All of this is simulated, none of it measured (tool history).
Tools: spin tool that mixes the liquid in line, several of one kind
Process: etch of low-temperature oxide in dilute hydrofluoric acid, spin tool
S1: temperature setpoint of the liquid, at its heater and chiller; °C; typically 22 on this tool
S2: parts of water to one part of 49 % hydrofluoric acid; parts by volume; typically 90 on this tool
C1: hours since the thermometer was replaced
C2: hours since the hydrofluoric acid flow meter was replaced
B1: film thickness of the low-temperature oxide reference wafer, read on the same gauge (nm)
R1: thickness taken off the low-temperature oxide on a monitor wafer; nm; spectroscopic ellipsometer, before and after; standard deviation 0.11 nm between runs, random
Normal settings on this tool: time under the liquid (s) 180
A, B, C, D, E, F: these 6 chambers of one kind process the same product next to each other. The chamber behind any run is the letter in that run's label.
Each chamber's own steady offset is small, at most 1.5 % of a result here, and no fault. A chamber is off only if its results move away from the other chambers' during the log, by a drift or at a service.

{"run": "1C", "hour": 6.3, "S1": 22, "S2": 90, "time under the liquid (s)": 180, "C1": 1118.7, "C2": 1720.9, "B1": 70.031, "R1": 19.954}
{"run": "2D", "hour": 10.3, "S1": 22, "S2": 90, "time under the liquid (s)": 180, "C1": 185.2, "C2": 1108.6, "B1": 69.998, "R1": 20.054}
{"run": "3A", "hour": 15.6, "S1": 22, "S2": 90, "time under the liquid (s)": 180, "C1": 2974.5, "C2": 366.6, "B1": 69.972, "R1": 19.687}
{"run": "4F", "hour": 22.5, "S1": 22, "S2": 90, "time under the liquid (s)": 180, "C1": 343.7, "C2": 188.2, "B1": 69.997, "R1": 19.592}
{"run": "5E", "hour": 27.4, "S1": 22, "S2": 90, "time under the liquid (s)": 180, "C1": 1793.5, "C2": 655.4, "B1": 70.011, "R1": 19.741}
{"run": "6B", "hour": 31.1, "S1": 22, "S2": 90, "time under the liquid (s)": 180, "C1": 779, "C2": 454.4, "B1": 70.001, "R1": 19.877}
{"run": "7E", "hour": 39.3, "S1": 22, "S2": 90, "time under the liquid (s)": 180, "C1": 1805.4, "C2": 667.3, "B1": 69.97, "R1": 19.943}
{"run": "8B", "hour": 47.0, "S1": 22, "S2": 90, "time under the liquid (s)": 180, "C1": 794.9, "C2": 470.3, "B1": 69.981, "R1": 19.793}
{"run": "9C", "hour": 53.5, "S1": 22, "S2": 90, "time under the liquid (s)": 180, "C1": 1165.9, "C2": 1768.1, "B1": 70.029, "R1": 20.033}
{"run": "10F", "hour": 61.4, "S1": 22, "S2": 90, "time under the liquid (s)": 180, "C1": 382.6, "C2": 227.1, "B1": 69.998, "R1": 19.806}
{"run": "11A", "hour": 69.0, "S1": 22, "S2": 90, "time under the liquid (s)": 180, "C1": 3027.9, "C2": 420, "B1": 70.011, "R1": 19.841}
{"run": "12D", "hour": 75.0, "S1": 22, "S2": 90, "time under the liquid (s)": 180, "C1": 249.9, "C2": 1173.3, "B1": 70.03, "R1": 20.239}
{"run": "13F", "hour": 80.8, "S1": 22, "S2": 90, "time under the liquid (s)": 180, "C1": 402, "C2": 246.5, "B1": 70.009, "R1": 19.52}
{"run": "14C", "hour": 85.4, "S1": 22, "S2": 90, "time under the liquid (s)": 180, "C1": 1197.8, "C2": 1800, "B1": 69.988, "R1": 19.785}
{"run": "15D", "hour": 89.2, "S1": 22, "S2": 90, "time under the liquid (s)": 180, "C1": 264.1, "C2": 1187.5, "B1": 70.009, "R1": 20.382}
{"run": "16E", "hour": 97.0, "S1": 26, "S2": 90, "time under the liquid (s)": 235, "C1": 1863.1, "C2": 725, "B1": 70.028, "R1": 30.242}
{"run": "17B", "hour": 101.4, "S1": 26, "S2": 90, "time under the liquid (s)": 235, "C1": 849.3, "C2": 524.7, "B1": 69.975, "R1": 30.018}
{"run": "18A", "hour": 106.6, "S1": 26, "S2": 90, "time under the liquid (s)": 235, "C1": 3065.5, "C2": 457.6, "B1": 70.006, "R1": 30.2}
{"run": "19F", "hour": 111.9, "S1": 26, "S2": 90, "time under the liquid (s)": 235, "C1": 433.1, "C2": 277.6, "B1": 70.02, "R1": 29.986}
{"run": "20D", "hour": 119.1, "S1": 26, "S2": 90, "time under the liquid (s)": 235, "C1": 294, "C2": 1217.4, "B1": 70.033, "R1": 31.401}
{"run": "21C", "hour": 124.9, "S1": 26, "S2": 90, "time under the liquid (s)": 235, "C1": 1237.3, "C2": 1839.5, "B1": 69.977, "R1": 30.632}
{"run": "22B", "hour": 129.8, "S1": 22, "S2": 90, "time under the liquid (s)": 180, "C1": 877.7, "C2": 553.1, "B1": 70.005, "R1": 19.926}
{"run": "23E", "hour": 135.8, "S1": 22, "S2": 90, "time under the liquid (s)": 180, "C1": 1901.9, "C2": 763.8, "B1": 69.971, "R1": 19.751}
{"hour": 138.7, "done": "chamber A: thermometer replaced"}
{"run": "24A", "hour": 140.4, "S1": 22, "S2": 90, "time under the liquid (s)": 180, "C1": 1.8, "C2": 491.4, "B1": 69.996, "R1": 19.868}
{"run": "25B", "hour": 147.7, "S1": 22, "S2": 90, "time under the liquid (s)": 180, "C1": 895.6, "C2": 571, "B1": 69.983, "R1": 19.898}
{"run": "26A", "hour": 152.6, "S1": 22, "S2": 90, "time under the liquid (s)": 180, "C1": 14, "C2": 503.6, "B1": 70.031, "R1": 19.996}
{"run": "27D", "hour": 159.9, "S1": 22, "S2": 90, "time under the liquid (s)": 180, "C1": 334.8, "C2": 1258.2, "B1": 69.982, "R1": 20.622}
{"run": "28E", "hour": 166.9, "S1": 22, "S2": 90, "time under the liquid (s)": 180, "C1": 1933, "C2": 794.9, "B1": 69.999, "R1": 19.785}
{"run": "29F", "hour": 170.6, "S1": 22, "S2": 90, "time under the liquid (s)": 180, "C1": 491.8, "C2": 336.3, "B1": 70.029, "R1": 19.785}
{"run": "30C", "hour": 176.9, "S1": 22, "S2": 90, "time under the liquid (s)": 180, "C1": 1289.3, "C2": 1891.5, "B1": 70.015, "R1": 20.081}
{"run": "31B", "hour": 183.6, "S1": 20, "S2": 90, "time under the liquid (s)": 225, "C1": 931.5, "C2": 606.9, "B1": 70.016, "R1": 22.821}
{"run": "32C", "hour": 191.8, "S1": 20, "S2": 90, "time under the liquid (s)": 225, "C1": 1304.2, "C2": 1906.4, "B1": 70.008, "R1": 22.934}
{"run": "33F", "hour": 195.4, "S1": 20, "S2": 90, "time under the liquid (s)": 225, "C1": 516.6, "C2": 361.1, "B1": 70.035, "R1": 22.562}
{"run": "34A", "hour": 203.5, "S1": 20, "S2": 90, "time under the liquid (s)": 225, "C1": 64.9, "C2": 554.5, "B1": 69.988, "R1": 22.822}
{"run": "35D", "hour": 207.6, "S1": 20, "S2": 90, "time under the liquid (s)": 225, "C1": 382.5, "C2": 1305.9, "B1": 70.014, "R1": 24.012}
{"run": "36E", "hour": 213.2, "S1": 20, "S2": 90, "time under the liquid (s)": 225, "C1": 1979.3, "C2": 841.2, "B1": 69.993, "R1": 22.685}

Each of the 6 chambers runs these same settings next. Fill in every chamber's results:
{"run": "37A", "hour": 219.2, "S1": 22, "S2": 90, "time under the liquid (s)": 180, "R1": "?"}
{"run": "37B", "hour": 219.2, "S1": 22, "S2": 90, "time under the liquid (s)": 180, "R1": "?"}
{"run": "37C", "hour": 219.2, "S1": 22, "S2": 90, "time under the liquid (s)": 180, "R1": "?"}
{"run": "37D", "hour": 219.2, "S1": 22, "S2": 90, "time under the liquid (s)": 180, "R1": "?"}
{"run": "37E", "hour": 219.2, "S1": 22, "S2": 90, "time under the liquid (s)": 180, "R1": "?"}
{"run": "37F", "hour": 219.2, "S1": 22, "S2": 90, "time under the liquid (s)": 180, "R1": "?"}

run=37A R1=19.764
run=37B R1=19.824
run=37C R1=19.731
run=37D R1=20.717
run=37E R1=19.821
run=37F R1=19.597

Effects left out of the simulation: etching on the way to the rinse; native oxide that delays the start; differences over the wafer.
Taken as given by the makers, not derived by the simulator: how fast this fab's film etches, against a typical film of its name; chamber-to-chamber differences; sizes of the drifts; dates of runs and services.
